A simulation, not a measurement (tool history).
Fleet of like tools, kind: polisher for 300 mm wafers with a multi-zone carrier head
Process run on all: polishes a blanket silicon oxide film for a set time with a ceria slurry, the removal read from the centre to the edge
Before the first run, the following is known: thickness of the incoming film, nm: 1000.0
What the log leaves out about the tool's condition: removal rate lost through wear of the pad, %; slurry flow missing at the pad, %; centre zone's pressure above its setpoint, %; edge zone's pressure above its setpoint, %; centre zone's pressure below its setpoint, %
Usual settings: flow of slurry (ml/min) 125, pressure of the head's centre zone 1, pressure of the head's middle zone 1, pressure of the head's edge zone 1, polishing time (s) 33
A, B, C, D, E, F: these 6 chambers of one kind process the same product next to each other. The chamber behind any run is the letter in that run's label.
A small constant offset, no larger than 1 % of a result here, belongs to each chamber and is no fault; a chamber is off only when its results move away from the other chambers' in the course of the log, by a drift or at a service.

run	hour	flow of slurry (ml/min)	pressure of the head's centre zone	pressure of the head's middle zone	pressure of the head's edge zone	polishing time (s)	wafers polished on this pad	hours since the slurry nozzle was cleaned	hours since the centre zone pressure was calibrated	hours since the edge zone pressure was calibrated	film removed at the wafer's centre (nm)	film removed at mid-radius (nm)	film removed at the wafer's edge (nm)
1F	8.3	125	1	1	1	33	428	20.6	289.6	583.9	182.7	176.85	182.43
2C	14.2	125	1	1	1	33	282	484.8	314.7	706.6	180.26	178.27	175
3D	24.7	125	1	1	1	33	1025	94.8	621	956.5	177.08	180.24	178.49
# hour 31.2: chamber D: worn pad replaced by a new one
4A	34.3	125	1	1	1	33	796	122.4	312.4	73.2	179.54	176.41	180.41
# hour 38.9: chamber C: edge zone pressure recalibrated
# hour 40.6: chamber F: worn pad replaced by a new one
5B	47	125	1	1	1	33	605	149.3	389.7	843.2	177.36	179.08	178.23
# hour 50.4: chamber A: worn pad replaced by a new one
6E	53.6	125	1	1	1	33	912	79.3	840.9	581.5	177.93	178.02	178.63
# hour 60.9: chamber C: worn pad replaced by a new one
7F	62.1	125	1	1	1	33	262	74.4	343.4	637.7	176.93	178.18	179.81
8B	68.8	125	1	1	1	33	869	171.1	411.5	865	176.97	183.57	175.31
# hour 70.1: chamber B: worn pad replaced by a new one
# hour 71.1: chamber E: worn pad replaced by a new one
9C	81.7	125	1	1	1	33	253	552.3	382.2	42.8	180.26	180.93	179.88
10A	91.4	125	1	1	1	33	498	179.5	369.5	130.3	176.59	177.21	177.09
11E	101	125	1	1	1	33	363	126.7	888.3	628.9	174.08	178.23	181.42
12D	110.9	125	1	1	1	33	968	181	707.2	1042.7	179.2	178.24	177.41
# hour 114: chamber D: worn pad replaced by a new one
# hour 114.1: chamber F: worn pad replaced by a new one
# hour 117: chamber A: worn pad replaced by a new one
13D	121.2	125	1	1	1	33	88	191.3	717.5	1053	178.39	180.64	175
14B	129.1	125	1	1	1	33	716	231.4	471.8	925.3	179.52	179.79	176.28
# hour 130.7: chamber C: slurry nozzle cleaned
# hour 137.5: chamber C: worn pad replaced by a new one
15F	140	125	1	1	1	33	315	152.3	421.3	715.6	179.21	174.46	179.69
# hour 151.2: chamber B: worn pad replaced by a new one
16E	153.3	125	1	1	1	33	998	179	940.6	681.2	172.27	177.09	181.17
17C	160.8	125	1	1	1	33	283	30.2	461.3	121.9	180.83	177.3	179.91
# hour 161.4: chamber E: worn pad replaced by a new one
# hour 161.8: chamber D: edge zone pressure recalibrated
18A	172.8	125	1	1	1	33	678	260.9	450.9	211.7	177.83	176.32	180.32
# hour 179.2: chamber F: worn pad replaced by a new one
# hour 182.5: chamber A: worn pad replaced by a new one
19A	184.6	125	1.05	1	1	33	25	272.7	462.7	223.5	188.42	177.66	174.83
# hour 189.3: chamber D: worn pad replaced by a new one
20C	191.2	125	1.05	1	1	33	652	60.6	491.7	152.3	190.21	177	180.45
# hour 200: chamber C: worn pad replaced by a new one
21E	201.2	125	1.05	1	1	33	483	226.9	988.5	729.1	176.87	176.59	178.16
# hour 211.1: chamber F: centre zone pressure recalibrated
22F	214	125	1.05	1	1	33	423	226.3	3	789.6	187.42	176.87	180.55
23D	220.7	125	1.05	1	1	33	381	290.8	817	58.9	192.36	178.54	179.86
# hour 225.2: chamber B: worn pad replaced by a new one
24B	233.4	125	1.05	1	1	33	99	335.7	576.1	1029.6	191.16	178.3	177.19
# hour 237.4: chamber E: worn pad replaced by a new one
25E	243.2	165	0.89	1	1	33	70	268.9	1030.5	771.1	155.69	188.68	190.46
26A	249.4	165	0.89	1	1	33	812	337.5	527.5	288.3	166.67	186.83	185.38
# hour 254.9: chamber F: worn pad replaced by a new one
27B	257.3	165	0.89	1	1	33	389	359.6	600	1053.5	168.53	188.94	188.43
# hour 258.5: chamber A: worn pad replaced by a new one
28C	269.4	165	0.89	1	1	33	843	138.8	569.9	230.5	168.24	191.2	188.47
# hour 271.1: chamber C: worn pad replaced by a new one
# hour 280.1: chamber B: slurry nozzle cleaned
29D	281.2	165	0.89	1	1	33	1116	351.3	877.5	119.4	168.81	192.49	186.28
# hour 283.6: chamber A: edge zone pressure recalibrated
# hour 289.7: chamber D: worn pad replaced by a new one
30F	293.6	165	0.89	1	1	33	470	305.9	82.6	869.2	170.31	187.57	187.06
31D	300.4	125	1	1	1.04	41	130	370.5	896.7	138.6	222.33	220.06	226.36
32A	307.5	125	1	1	1.04	41	595	395.6	585.6	24	220.13	220.43	225.13
# hour 312.3: chamber B: worn pad replaced by a new one
33E	313.6	125	1	1	1.04	41	925	339.3	1100.9	841.5	201.9	219.35	228.78
# hour 317.3: chamber E: worn pad replaced by a new one
34F	324.1	125	1	1	1.04	41	841	336.4	113.1	899.7	222.68	219.37	231.16
35B	333	125	1	1	1.04	41	251	53	675.7	1129.2	222.65	226.39	228.28
# hour 335.4: chamber A: worn pad replaced by a new one
36C	339.4	125	1	1	1.04	41	829	208.8	639.9	300.5	220.69	224.65	228.16
37E	350.6	125	1	1	1	43	405	376.3	1137.9	878.5	204.43	230.23	228.89
38A	359	125	1	1	1	43	287	447.1	637.1	75.5	232.42	229.91	231.7
39B	367.1	125	1	1	1	43	665	87.1	709.8	1163.3	232.19	235.23	234.16

Next, all 6 chambers run the settings below, one line each with question marks for the results. What does each chamber give?
40A	376.7	160	1	1	1	33					?	?	?
40B	376.7	160	1	1	1	33					?	?	?
40C	376.7	160	1	1	1	33					?	?	?
40D	376.7	160	1	1	1	33					?	?	?
40E	376.7	160	1	1	1	33					?	?	?
40F	376.7	160	1	1	1	33					?	?	?

run	film removed at the wafer's centre (nm)	film removed at mid-radius (nm)	film removed at the wafer's edge (nm)
40A	187.04	187.02	182.33
40B	190.41	190.68	187.75
40C	190.09	189.06	185.52
40D	190.95	190.11	184.55
40E	164.55	188.82	184.62
40F	189.03	184.95	190.97

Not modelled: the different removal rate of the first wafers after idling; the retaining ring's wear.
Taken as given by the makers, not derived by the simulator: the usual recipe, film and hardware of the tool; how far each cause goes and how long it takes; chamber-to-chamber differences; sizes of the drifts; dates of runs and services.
